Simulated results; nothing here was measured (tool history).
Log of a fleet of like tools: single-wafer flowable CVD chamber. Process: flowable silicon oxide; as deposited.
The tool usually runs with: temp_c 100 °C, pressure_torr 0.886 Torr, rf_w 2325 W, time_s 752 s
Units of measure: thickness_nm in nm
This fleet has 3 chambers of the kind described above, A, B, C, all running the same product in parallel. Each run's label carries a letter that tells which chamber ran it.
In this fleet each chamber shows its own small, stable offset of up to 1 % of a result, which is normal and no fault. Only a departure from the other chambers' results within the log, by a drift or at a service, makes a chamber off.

run,hour,temp_c,pressure_torr,rf_w,time_s,hours since the last thermocouple change,hours since the last RF generator calibration,hours since the last manometer calibration,"read-back reference wafer on the same gauge, thickness_nm",thickness_nm
1C,8.0,100,0.886,2325,752,2417.0,2222.9,824.0,456.98,533.72
2B,16.7,100,0.886,2325,752,668.2,183.0,286.8,457.13,539.45
3A,21.9,100,0.886,2325,752,679.3,454.9,1032.3,457.10,534.80
4B,28.0,100,0.886,2325,752,679.5,194.3,298.1,457.44,540.17
5C,34.0,100,0.886,2325,752,2443.0,2248.9,850.0,457.35,533.45
6A,42.5,100,0.886,2325,752,699.9,475.5,1052.9,457.29,534.76
7C,52.3,100,0.886,2325,752,2461.3,2267.2,868.3,457.58,534.67
# hour 54.7: chamber C: RF generator calibrated
8B,60.3,100,0.886,2325,752,711.8,226.6,330.4,457.74,542.18
9A,67.5,100,0.886,2325,752,724.9,500.5,1077.9,457.68,533.52
10B,75.3,100,0.886,2325,752,726.8,241.6,345.4,457.84,540.95
11A,82.8,100,0.886,2325,752,740.2,515.8,1093.2,457.87,534.89
12C,90.4,100,0.821,2325,752,2499.4,35.7,906.4,458.11,485.70
13C,99.4,100,0.821,2325,752,2508.4,44.7,915.4,458.07,485.89
14B,107.6,100,0.821,2325,752,759.1,273.9,377.7,458.31,491.49
15A,114.7,100,0.886,2325,752,772.1,547.7,1125.1,458.28,534.17
16A,120.9,100,0.886,2325,752,778.3,553.9,1131.3,458.18,535.66
17C,128.7,100,0.886,2325,752,2537.7,74.0,944.7,458.40,535.83
18B,139.0,100,0.886,2325,752,790.5,305.3,409.1,458.46,541.52
19C,144.8,100,0.886,2325,752,2553.8,90.1,960.8,458.58,536.38
20A,149.9,100,0.886,2325,752,807.3,582.9,1160.3,458.72,535.28
21B,155.5,100,0.886,2325,752,807.0,321.8,425.6,458.79,543.34
22A,160.9,100,0.886,2325,752,818.3,593.9,1171.3,458.78,536.20
23B,168.8,100,0.886,2325,752,820.3,335.1,438.9,458.75,542.80
24C,178.2,100,0.886,2325,752,2587.2,123.5,994.2,458.91,536.34
25B,186.1,100,0.886,2325,752,837.6,352.4,456.2,459.05,543.65
26C,190.9,100,0.789,2325,804,2599.9,136.2,1006.9,459.10,494.17
27A,196.3,100,0.789,2325,804,853.7,629.3,1206.7,459.14,496.52
28B,202.0,100,0.789,2325,804,853.5,368.3,472.1,459.22,499.87

Which is it: a chamber that has drifted or been left off by a service, a gauge drift common to all chambers, or only each chamber's usual small offset? If a chamber is off, name it and its likeliest cause.

None of the chambers is off. What moves is the gauge, dragging all their readings along together.
Cause: gauge reads high (%) = 0.486.
